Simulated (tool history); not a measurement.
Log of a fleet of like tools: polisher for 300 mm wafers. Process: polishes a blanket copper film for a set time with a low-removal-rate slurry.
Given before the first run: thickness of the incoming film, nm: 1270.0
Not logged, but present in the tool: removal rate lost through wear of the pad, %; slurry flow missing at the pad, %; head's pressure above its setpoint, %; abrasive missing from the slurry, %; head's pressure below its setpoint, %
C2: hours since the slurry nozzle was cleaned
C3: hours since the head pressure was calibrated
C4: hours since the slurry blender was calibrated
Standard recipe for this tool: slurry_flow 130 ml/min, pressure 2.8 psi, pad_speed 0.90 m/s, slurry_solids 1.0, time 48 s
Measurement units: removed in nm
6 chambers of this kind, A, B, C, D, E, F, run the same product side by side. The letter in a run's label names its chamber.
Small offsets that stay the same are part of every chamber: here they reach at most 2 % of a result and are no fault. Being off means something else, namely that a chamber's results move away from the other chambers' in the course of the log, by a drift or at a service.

run 1C day=0.125 | slurry_flow=130 pressure=2.8 pad_speed=0.90 slurry_solids=1.0 time=48 | wafers_polished_on_this_pad=577 C2=94.0 C3=426.6 C4=79.5 | removed=130.36
-- day=0.288 chamber F: worn pad replaced by a new one
run 2E day=0.308 | slurry_flow=130 pressure=2.8 pad_speed=0.90 slurry_solids=1.0 time=48 | wafers_polished_on_this_pad=752 C2=78.6 C3=200.7 C4=20.9 | removed=131.11
run 3F day=0.458 | slurry_flow=130 pressure=2.8 pad_speed=0.90 slurry_solids=1.0 time=48 | wafers_polished_on_this_pad=48 C2=143.8 C3=708.3 C4=113.4 | removed=129.65
-- day=0.550 chamber F: slurry blender recalibrated
-- day=0.579 chamber D: slurry blender recalibrated
run 4D day=0.604 | slurry_flow=130 pressure=2.8 pad_speed=0.90 slurry_solids=1.0 time=48 | wafers_polished_on_this_pad=418 C2=405.4 C3=341.6 C4=0.6 | removed=132.65
run 5A day=0.733 | slurry_flow=130 pressure=2.8 pad_speed=0.90 slurry_solids=1.0 time=48 | wafers_polished_on_this_pad=350 C2=453.3 C3=571.0 C4=173.6 | removed=136.32
run 6B day=0.896 | slurry_flow=130 pressure=2.8 pad_speed=0.90 slurry_solids=1.0 time=48 | wafers_polished_on_this_pad=984 C2=33.3 C3=260.7 C4=328.2 | removed=132.30
-- day=0.971 chamber C: worn pad replaced by a new one
run 7B day=1.083 | slurry_flow=130 pressure=2.8 pad_speed=0.90 slurry_solids=1.0 time=48 | wafers_polished_on_this_pad=1036 C2=37.8 C3=265.2 C4=332.7 | removed=133.32
run 8C day=1.208 | slurry_flow=130 pressure=2.8 pad_speed=0.90 slurry_solids=1.0 time=48 | wafers_polished_on_this_pad=66 C2=120.0 C3=452.6 C4=105.5 | removed=132.43
-- day=1.296 chamber D: worn pad replaced by a new one
run 9D day=1.329 | slurry_flow=130 pressure=2.8 pad_speed=0.90 slurry_solids=1.0 time=48 | wafers_polished_on_this_pad=9 C2=422.8 C3=359.0 C4=18.0 | removed=129.87
-- day=1.379 chamber B: worn pad replaced by a new one
run 10A day=1.496 | slurry_flow=130 pressure=2.8 pad_speed=0.90 slurry_solids=0.9 time=48 | wafers_polished_on_this_pad=561 C2=471.6 C3=589.3 C4=191.9 | removed=132.62
run 11F day=1.583 | slurry_flow=130 pressure=2.8 pad_speed=0.90 slurry_solids=0.9 time=48 | wafers_polished_on_this_pad=360 C2=170.8 C3=735.3 C4=24.8 | removed=127.28
run 12E day=1.742 | slurry_flow=130 pressure=2.8 pad_speed=0.90 slurry_solids=0.9 time=48 | wafers_polished_on_this_pad=1149 C2=113.0 C3=235.1 C4=55.3 | removed=130.65
run 13C day=1.929 | slurry_flow=130 pressure=2.8 pad_speed=0.90 slurry_solids=0.9 time=48 | wafers_polished_on_this_pad=266 C2=137.3 C3=469.9 C4=122.8 | removed=130.89
run 14F day=2.058 | slurry_flow=130 pressure=2.8 pad_speed=0.90 slurry_solids=0.9 time=48 | wafers_polished_on_this_pad=491 C2=182.2 C3=746.7 C4=36.2 | removed=128.41
run 15A day=2.183 | slurry_flow=130 pressure=2.8 pad_speed=0.90 slurry_solids=0.9 time=48 | wafers_polished_on_this_pad=751 C2=488.1 C3=605.8 C4=208.4 | removed=130.30
run 16E day=2.308 | slurry_flow=130 pressure=2.8 pad_speed=1.08 slurry_solids=1.3 time=48 | wafers_polished_on_this_pad=1306 C2=126.6 C3=248.7 C4=68.9 | removed=169.35
run 17D day=2.492 | slurry_flow=130 pressure=2.8 pad_speed=1.08 slurry_solids=1.3 time=48 | wafers_polished_on_this_pad=331 C2=450.7 C3=386.9 C4=45.9 | removed=160.35
run 18B day=2.638 | slurry_flow=130 pressure=2.8 pad_speed=1.08 slurry_solids=1.3 time=48 | wafers_polished_on_this_pad=349 C2=75.1 C3=302.5 C4=370.0 | removed=165.33
-- day=2.754 chamber F: worn pad replaced by a new one
run 19E day=2.812 | slurry_flow=130 pressure=2.8 pad_speed=1.08 slurry_solids=1.3 time=48 | wafers_polished_on_this_pad=1446 C2=138.7 C3=260.8 C4=81.0 | removed=164.55
-- day=2.992 chamber E: worn pad replaced by a new one
run 20D day=2.992 | slurry_flow=130 pressure=2.8 pad_speed=1.08 slurry_solids=1.3 time=48 | wafers_polished_on_this_pad=470 C2=462.7 C3=398.9 C4=57.9 | removed=163.72
run 21B day=3.171 | slurry_flow=130 pressure=2.8 pad_speed=1.08 slurry_solids=1.3 time=48 | wafers_polished_on_this_pad=497 C2=87.9 C3=315.3 C4=382.8 | removed=168.97
run 22A day=3.292 | slurry_flow=130 pressure=2.8 pad_speed=0.90 slurry_solids=1.0 time=48 | wafers_polished_on_this_pad=1058 C2=514.7 C3=632.4 C4=235.0 | removed=134.42
-- day=3.346 chamber D: worn pad replaced by a new one
run 23C day=3.392 | slurry_flow=130 pressure=2.8 pad_speed=0.90 slurry_solids=1.0 time=48 | wafers_polished_on_this_pad=671 C2=172.4 C3=505.0 C4=157.9 | removed=135.51
run 24F day=3.550 | slurry_flow=130 pressure=2.8 pad_speed=0.90 slurry_solids=1.0 time=48 | wafers_polished_on_this_pad=220 C2=218.0 C3=782.5 C4=72.0 | removed=132.68
run 25D day=3.650 | slurry_flow=130 pressure=2.8 pad_speed=0.90 slurry_solids=1.0 time=48 | wafers_polished_on_this_pad=85 C2=478.5 C3=414.7 C4=73.7 | removed=126.44
run 26F day=3.817 | slurry_flow=130 pressure=2.8 pad_speed=0.90 slurry_solids=1.0 time=48 | wafers_polished_on_this_pad=294 C2=224.4 C3=788.9 C4=78.4 | removed=129.43
-- day=3.846 chamber C: worn pad replaced by a new one
run 27A day=3.988 | slurry_flow=130 pressure=2.8 pad_speed=0.76 slurry_solids=0.9 time=48 | wafers_polished_on_this_pad=1251 C2=531.4 C3=649.1 C4=251.7 | removed=109.32
-- day=4.038 chamber B: slurry blender recalibrated
run 28B day=4.167 | slurry_flow=130 pressure=2.8 pad_speed=0.76 slurry_solids=0.9 time=48 | wafers_polished_on_this_pad=772 C2=111.8 C3=339.2 C4=3.2 | removed=109.43
run 29C day=4.275 | slurry_flow=130 pressure=2.8 pad_speed=0.76 slurry_solids=0.9 time=48 | wafers_polished_on_this_pad=119 C2=193.6 C3=526.2 C4=179.1 | removed=110.27
-- day=4.283 chamber C: slurry nozzle cleaned
run 30E day=4.446 | slurry_flow=130 pressure=2.8 pad_speed=0.76 slurry_solids=0.9 time=48 | wafers_polished_on_this_pad=403 C2=177.9 C3=300.0 C4=120.2 | removed=109.98
run 31E day=4.542 | slurry_flow=130 pressure=2.8 pad_speed=0.76 slurry_solids=0.9 time=48 | wafers_polished_on_this_pad=429 C2=180.2 C3=302.3 C4=122.5 | removed=109.59
run 32F day=4.675 | slurry_flow=130 pressure=2.8 pad_speed=0.76 slurry_solids=0.9 time=48 | wafers_polished_on_this_pad=532 C2=245.0 C3=809.5 C4=99.0 | removed=107.50
-- day=4.712 chamber A: worn pad replaced by a new one
run 33C day=4.808 | slurry_flow=130 pressure=2.8 pad_speed=0.90 slurry_solids=1.0 time=48 | wafers_polished_on_this_pad=267 C2=12.6 C3=539.0 C4=191.9 | removed=134.55
run 34D day=4.946 | slurry_flow=130 pressure=2.8 pad_speed=0.90 slurry_solids=1.0 time=48 | wafers_polished_on_this_pad=444 C2=509.6 C3=445.8 C4=104.8 | removed=122.36
-- day=5.046 chamber F: worn pad replaced by a new one
run 35B day=5.112 | slurry_flow=130 pressure=2.8 pad_speed=0.90 slurry_solids=1.0 time=48 | wafers_polished_on_this_pad=1034 C2=134.5 C3=361.9 C4=25.9 | removed=130.86
run 36A day=5.233 | slurry_flow=130 pressure=2.8 pad_speed=0.90 slurry_solids=1.0 time=48 | wafers_polished_on_this_pad=144 C2=561.3 C3=679.0 C4=281.6 | removed=134.40
run 37A day=5.429 | slurry_flow=130 pressure=2.8 pad_speed=0.90 slurry_solids=1.0 time=48 | wafers_polished_on_this_pad=199 C2=566.0 C3=683.7 C4=286.3 | removed=132.99
run 38B day=5.558 | slurry_flow=130 pressure=2.8 pad_speed=0.90 slurry_solids=1.0 time=48 | wafers_polished_on_this_pad=1158 C2=145.2 C3=372.6 C4=36.6 | removed=132.08
-- day=5.688 chamber D: worn pad replaced by a new one
run 39D day=5.725 | slurry_flow=130 pressure=2.8 pad_speed=0.90 slurry_solids=1.0 time=48 | wafers_polished_on_this_pad=11 C2=528.3 C3=464.5 C4=123.5 | removed=121.74
run 40F day=5.838 | slurry_flow=130 pressure=2.8 pad_speed=0.90 slurry_solids=1.0 time=48 | wafers_polished_on_this_pad=219 C2=272.9 C3=837.4 C4=126.9 | removed=130.94
run 41E day=5.971 | slurry_flow=130 pressure=2.8 pad_speed=0.90 slurry_solids=1.0 time=48 | wafers_polished_on_this_pad=825 C2=214.5 C3=336.6 C4=156.8 | removed=132.63
run 42C day=6.138 | slurry_flow=130 pressure=2.8 pad_speed=0.90 slurry_solids=1.0 time=48 | wafers_polished_on_this_pad=635 C2=44.5 C3=570.9 C4=223.8 | removed=134.72
run 43E day=6.258 | slurry_flow=130 pressure=2.8 pad_speed=0.90 slurry_solids=1.0 time=48 | wafers_polished_on_this_pad=905 C2=221.4 C3=343.5 C4=163.7 | removed=129.91

Which is it: a chamber that has drifted or been left off by a service, a gauge drift common to all chambers, or only each chamber's usual small offset? If a chamber is off, name it and its likeliest cause.

It is chamber D that slowly wanders off from its peers.
Most likely cause: slurry flow missing at the pad, % = 35.3.
The log may not tell that from: head's pressure below its setpoint, %; abrasive missing from the slurry, %.

Below are 4 candidate recipes for chamber D's next run, each the usual settings with a change, their results shown as question marks. Which of them brings D's results back in line with what the other chambers give on the usual settings?
Maximum distance from the other chambers' mean on the usual settings for a result to count as in line: removed 4.70 nm
run 44D-1 day=6.400 | slurry_flow=130 pressure=2.8 pad_speed=0.90 slurry_solids=1.00 time=46 | removed=?
run 44D-2 day=6.400 | slurry_flow=130 pressure=2.8 pad_speed=0.94 slurry_solids=1.00 time=48 | removed=?
run 44D-3 day=6.400 | slurry_flow=100 pressure=2.8 pad_speed=0.90 slurry_solids=0.85 time=48 | removed=?
run 44D-4 day=6.400 | slurry_flow=130 pressure=2.8 pad_speed=0.90 slurry_solids=1.00 time=53 | removed=?

The other chambers' mean on the usual settings: removed 132.28 nm
run=44D-1 removed=114.66
run=44D-2 removed=124.88
run=44D-3 removed=106.27
run=44D-4 removed=132.10
44D-4 puts the chamber back in line with the other chambers.
